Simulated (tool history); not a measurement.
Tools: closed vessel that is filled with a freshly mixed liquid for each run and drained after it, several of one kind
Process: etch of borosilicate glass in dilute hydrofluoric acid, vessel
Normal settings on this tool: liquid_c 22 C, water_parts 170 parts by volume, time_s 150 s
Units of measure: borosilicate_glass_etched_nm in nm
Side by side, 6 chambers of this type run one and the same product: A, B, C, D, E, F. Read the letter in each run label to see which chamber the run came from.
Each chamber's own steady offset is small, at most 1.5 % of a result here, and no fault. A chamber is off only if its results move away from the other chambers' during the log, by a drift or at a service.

| run | hour | liquid_c | water_parts | time_s | read-back film thickness of the borosilicate glass reference wafer, read on the same gauge (nm) | borosilicate_glass_etched_nm |
|---|---|---|---|---|---|---|
| 1B | 3.5 | 22 | 170 | 150 | 30.013 | 19.484 |
| 2F | 7.9 | 22 | 170 | 150 | 29.986 | 19.398 |
| 3D | 11.2 | 22 | 170 | 150 | 30.007 | 19.508 |
| 4A | 16.3 | 22 | 170 | 150 | 30.016 | 19.33 |
| 5E | 19.5 | 22 | 170 | 150 | 29.985 | 19.641 |
| 6C | 24.1 | 25 | 170 | 150 | 29.994 | 21.872 |
| 7E | 26.7 | 25 | 170 | 150 | 29.994 | 21.894 |
| 8C | 32.2 | 25 | 170 | 150 | 30.002 | 21.858 |
| 9A | 35.4 | 25 | 170 | 150 | 30.045 | 21.846 |
| 10B | 38.5 | 25 | 170 | 150 | 30.034 | 22.24 |
| 11F | 43.8 | 25 | 170 | 150 | 29.97 | 21.91 |
| 12D | 46.3 | 22 | 170 | 150 | 30.008 | 19.332 |
| 13E | 50.4 | 27 | 170 | 150 | 29.981 | 23.506 |
|  | 54.6 | chamber C: hydrofluoric acid flow meter replaced |
| 14F | 55.6 | 27 | 170 | 150 | 30.019 | 23.308 |
| 15A | 59.3 | 27 | 170 | 150 | 29.956 | 23.593 |
| 16B | 64.7 | 27 | 170 | 150 | 30.009 | 23.989 |
| 17C | 69.2 | 27 | 170 | 150 | 29.982 | 23.548 |
| 18D | 72.2 | 27 | 170 | 150 | 30.038 | 23.646 |
| 19E | 77.5 | 22 | 170 | 150 | 29.97 | 19.926 |
| 20A | 82.6 | 22 | 170 | 150 | 29.955 | 19.382 |
| 21D | 87.7 | 22 | 170 | 150 | 30.019 | 19.637 |
| 22F | 91.1 | 22 | 170 | 150 | 30.022 | 19.51 |
| 23C | 96 | 22 | 170 | 150 | 29.997 | 19.479 |
| 24B | 99.6 | 22 | 170 | 150 | 29.997 | 19.72 |
| 25E | 103.4 | 18.5 | 170 | 150 | 30.049 | 17.571 |
|  | 106.2 | chamber D: thermometer replaced |
| 26F | 108.3 | 18.5 | 170 | 150 | 30.004 | 16.782 |
| 27B | 112.5 | 18.5 | 170 | 150 | 30.025 | 17.382 |
| 28C | 116.4 | 18.5 | 170 | 150 | 30.033 | 17.066 |
| 29A | 119.3 | 18.5 | 170 | 150 | 30.019 | 17.075 |
| 30D | 124 | 18.5 | 170 | 150 | 29.981 | 17.176 |
| 31D | 127.6 | 22 | 170 | 195 | 30.032 | 25.408 |
| 32E | 130 | 22 | 170 | 195 | 29.981 | 26.358 |
|  | 132.5 | chamber B: hydrofluoric acid flow meter replaced |
| 33A | 133.9 | 22 | 170 | 195 | 30.007 | 25.641 |
| 34F | 138.7 | 22 | 170 | 195 | 29.981 | 25.17 |
| 35C | 142.1 | 22 | 170 | 195 | 29.981 | 24.973 |
| 36B | 145.9 | 22 | 170 | 195 | 29.98 | 25.868 |
| 37F | 149.9 | 22 | 170 | 150 | 29.98 | 19.524 |
| 38E | 153.4 | 22 | 170 | 150 | 29.962 | 20.266 |

All chambers now run identical settings, listed one chamber a line with results as question marks. What results will each chamber show?
| 39A | 157.3 | 22 | 170 | 180 |  | ? |
| 39B | 157.3 | 22 | 170 | 180 |  | ? |
| 39C | 157.3 | 22 | 170 | 180 |  | ? |
| 39D | 157.3 | 22 | 170 | 180 |  | ? |
| 39E | 157.3 | 22 | 170 | 180 |  | ? |
| 39F | 157.3 | 22 | 170 | 180 |  | ? |

| run | borosilicate_glass_etched_nm |
|---|---|
| 39A | 23.194 |
| 39B | 23.724 |
| 39C | 23.407 |
| 39D | 23.485 |
| 39E | 24.55 |
| 39F | 23.226 |
